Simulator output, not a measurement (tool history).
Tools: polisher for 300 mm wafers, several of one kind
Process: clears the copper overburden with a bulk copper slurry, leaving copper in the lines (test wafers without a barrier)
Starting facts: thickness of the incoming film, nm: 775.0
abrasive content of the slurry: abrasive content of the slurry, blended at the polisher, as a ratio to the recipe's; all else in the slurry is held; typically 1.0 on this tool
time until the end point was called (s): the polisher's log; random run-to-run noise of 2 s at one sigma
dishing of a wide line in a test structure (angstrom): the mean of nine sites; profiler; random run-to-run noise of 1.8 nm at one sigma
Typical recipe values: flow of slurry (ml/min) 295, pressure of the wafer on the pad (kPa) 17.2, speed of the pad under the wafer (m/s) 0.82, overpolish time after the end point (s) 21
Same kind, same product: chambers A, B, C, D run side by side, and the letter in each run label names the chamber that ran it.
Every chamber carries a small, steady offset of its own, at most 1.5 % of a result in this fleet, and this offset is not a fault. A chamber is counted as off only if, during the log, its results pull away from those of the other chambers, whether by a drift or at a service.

| run | day | flow of slurry (ml/min) | pressure of the wafer on the pad (kPa) | speed of the pad under the wafer (m/s) | abrasive content of the slurry | overpolish time after the end point (s) | wafers polished on this pad | hours since the slurry nozzle was cleaned | hours since the head pressure was calibrated | hours since the slurry blender was calibrated | time until the end point was called (s) | dishing of a wide line in a test structure (angstrom) |
|---|---|---|---|---|---|---|---|---|---|---|---|---|
|  | 0.054 | chamber D: slurry blender recalibrated |
|  | 0.283 | chamber B: slurry nozzle cleaned |
| 1D | 0.529 | 295 | 17.2 | 0.82 | 1.0 | 21 | 294 | 136.5 | 829.8 | 11.4 | 115.43 | 788.33 |
| 2A | 1.096 | 295 | 17.2 | 0.82 | 1.0 | 21 | 349 | 510.6 | 132.5 | 172.0 | 116.21 | 833.56 |
| 3B | 1.533 | 295 | 17.2 | 0.82 | 1.0 | 21 | 967 | 30.0 | 1032.7 | 298.8 | 114.38 | 807.82 |
| 4C | 2.112 | 295 | 17.2 | 0.82 | 1.0 | 21 | 915 | 441.7 | 622.0 | 113.4 | 110.75 | 845.45 |
|  | 2.367 | chamber B: worn pad replaced by a new one |
| 5D | 2.625 | 295 | 17.2 | 0.82 | 1.0 | 21 | 739 | 186.8 | 880.1 | 61.7 | 116.36 | 811.83 |
|  | 3.033 | chamber C: worn pad replaced by a new one |
| 6A | 3.046 | 295 | 17.2 | 0.82 | 1.0 | 21 | 762 | 557.4 | 179.3 | 218.8 | 114.10 | 785.03 |
| 7C | 3.321 | 295 | 17.2 | 0.82 | 1.0 | 21 | 61 | 470.7 | 651.0 | 142.4 | 113.30 | 818.30 |
| 8B | 3.642 | 295 | 17.2 | 0.82 | 1.0 | 21 | 271 | 80.6 | 1083.3 | 349.4 | 115.51 | 842.03 |
|  | 3.800 | chamber B: slurry blender recalibrated |
|  | 3.992 | chamber A: slurry nozzle cleaned |
| 9B | 4.050 | 295 | 17.2 | 0.82 | 1.0 | 21 | 357 | 90.4 | 1093.1 | 6.1 | 112.71 | 805.49 |
|  | 4.217 | chamber C: head pressure recalibrated |
| 10A | 4.567 | 295 | 17.2 | 0.82 | 1.0 | 21 | 1085 | 13.8 | 215.8 | 255.3 | 116.02 | 798.50 |
|  | 4.721 | chamber C: slurry nozzle cleaned |
|  | 4.721 | chamber C: slurry blender recalibrated |
| 11C | 5.108 | 295 | 20.0 | 0.82 | 0.8 | 21 | 440 | 9.3 | 21.5 | 9.4 | 102.46 | 899.33 |
|  | 5.204 | chamber D: worn pad replaced by a new one |
| 12D | 5.671 | 295 | 20.0 | 0.82 | 0.8 | 21 | 99 | 259.9 | 953.2 | 134.8 | 105.76 | 903.42 |
|  | 5.904 | chamber D: slurry blender recalibrated |
|  | 6.071 | chamber A: worn pad replaced by a new one |
| 13D | 6.208 | 295 | 20.0 | 0.82 | 0.8 | 21 | 213 | 272.8 | 966.1 | 7.3 | 104.53 | 839.87 |
| 14A | 6.733 | 295 | 20.0 | 0.82 | 0.8 | 21 | 140 | 65.8 | 267.8 | 307.3 | 104.47 | 912.21 |
| 15C | 7.075 | 295 | 17.2 | 0.82 | 1.0 | 21 | 857 | 56.5 | 68.7 | 56.6 | 115.47 | 807.11 |
| 16B | 7.508 | 295 | 17.2 | 0.82 | 1.0 | 21 | 1091 | 173.4 | 1176.1 | 89.1 | 113.76 | 782.49 |
|  | 7.675 | chamber D: slurry nozzle cleaned |
|  | 7.825 | chamber B: worn pad replaced by a new one |
| 17D | 8.021 | 295 | 17.2 | 0.82 | 1.0 | 21 | 598 | 8.3 | 1009.6 | 50.8 | 113.46 | 792.66 |
| 18B | 8.325 | 295 | 17.2 | 0.82 | 1.0 | 21 | 106 | 193.0 | 1195.7 | 108.7 | 114.67 | 811.71 |
|  | 8.550 | chamber C: worn pad replaced by a new one |
| 19C | 8.733 | 295 | 17.2 | 0.82 | 1.0 | 21 | 39 | 96.3 | 108.5 | 96.4 | 112.81 | 807.48 |
| 20A | 9.042 | 295 | 17.2 | 0.82 | 1.0 | 21 | 630 | 121.2 | 323.2 | 362.7 | 115.34 | 816.27 |
| 21A | 9.317 | 295 | 17.2 | 0.82 | 1.0 | 21 | 688 | 127.8 | 329.8 | 369.3 | 115.71 | 802.80 |
| 22C | 9.879 | 295 | 17.2 | 0.82 | 1.0 | 21 | 282 | 123.8 | 136.0 | 123.9 | 110.38 | 808.53 |
| 23B | 10.442 | 295 | 17.2 | 0.82 | 1.0 | 21 | 555 | 243.8 | 1246.5 | 159.5 | 116.27 | 829.32 |
| 24D | 10.725 | 295 | 17.2 | 0.82 | 1.0 | 32 | 1171 | 73.2 | 1074.5 | 115.7 | 118.67 | 1014.70 |
| 25D | 11.012 | 295 | 17.2 | 0.82 | 1.0 | 32 | 1232 | 80.1 | 1081.4 | 122.6 | 117.94 | 1051.30 |
| 26A | 11.350 | 295 | 17.2 | 0.82 | 1.0 | 32 | 1120 | 176.6 | 378.6 | 418.1 | 112.58 | 1048.30 |
|  | 11.596 | chamber D: head pressure recalibrated |
| 27B | 11.825 | 295 | 17.2 | 0.82 | 1.0 | 32 | 848 | 277.0 | 1279.7 | 192.7 | 115.28 | 1076.80 |
|  | 11.892 | chamber D: worn pad replaced by a new one |
|  | 11.954 | chamber D: slurry blender recalibrated |
|  | 12.108 | chamber C: slurry blender recalibrated |
| 28C | 12.346 | 295 | 17.2 | 0.82 | 1.0 | 21 | 806 | 183.0 | 195.2 | 5.7 | 114.09 | 792.61 |
| 29C | 12.596 | 295 | 17.2 | 0.82 | 1.0 | 21 | 859 | 189.0 | 201.2 | 11.7 | 111.72 | 821.02 |
|  | 12.771 | chamber B: worn pad replaced by a new one |
| 30D | 12.988 | 295 | 17.2 | 0.82 | 1.0 | 21 | 232 | 127.5 | 33.4 | 24.9 | 116.22 | 823.57 |
|  | 13.146 | chamber A: worn pad replaced by a new one |
| 31B | 13.492 | 295 | 17.2 | 0.82 | 1.0 | 21 | 152 | 317.0 | 1319.7 | 232.7 | 112.35 | 830.98 |
| 32A | 14.033 | 295 | 17.2 | 0.82 | 1.0 | 21 | 188 | 241.0 | 443.0 | 482.5 | 116.42 | 840.74 |

Does one chamber stand apart from the rest, does the shared gauge drift, or is all well apart from small per-chamber offsets? Give the chamber and the most likely cause, where there is one.

Neither any chamber nor the gauge drifts; the chambers differ only by their own small, steady offsets.
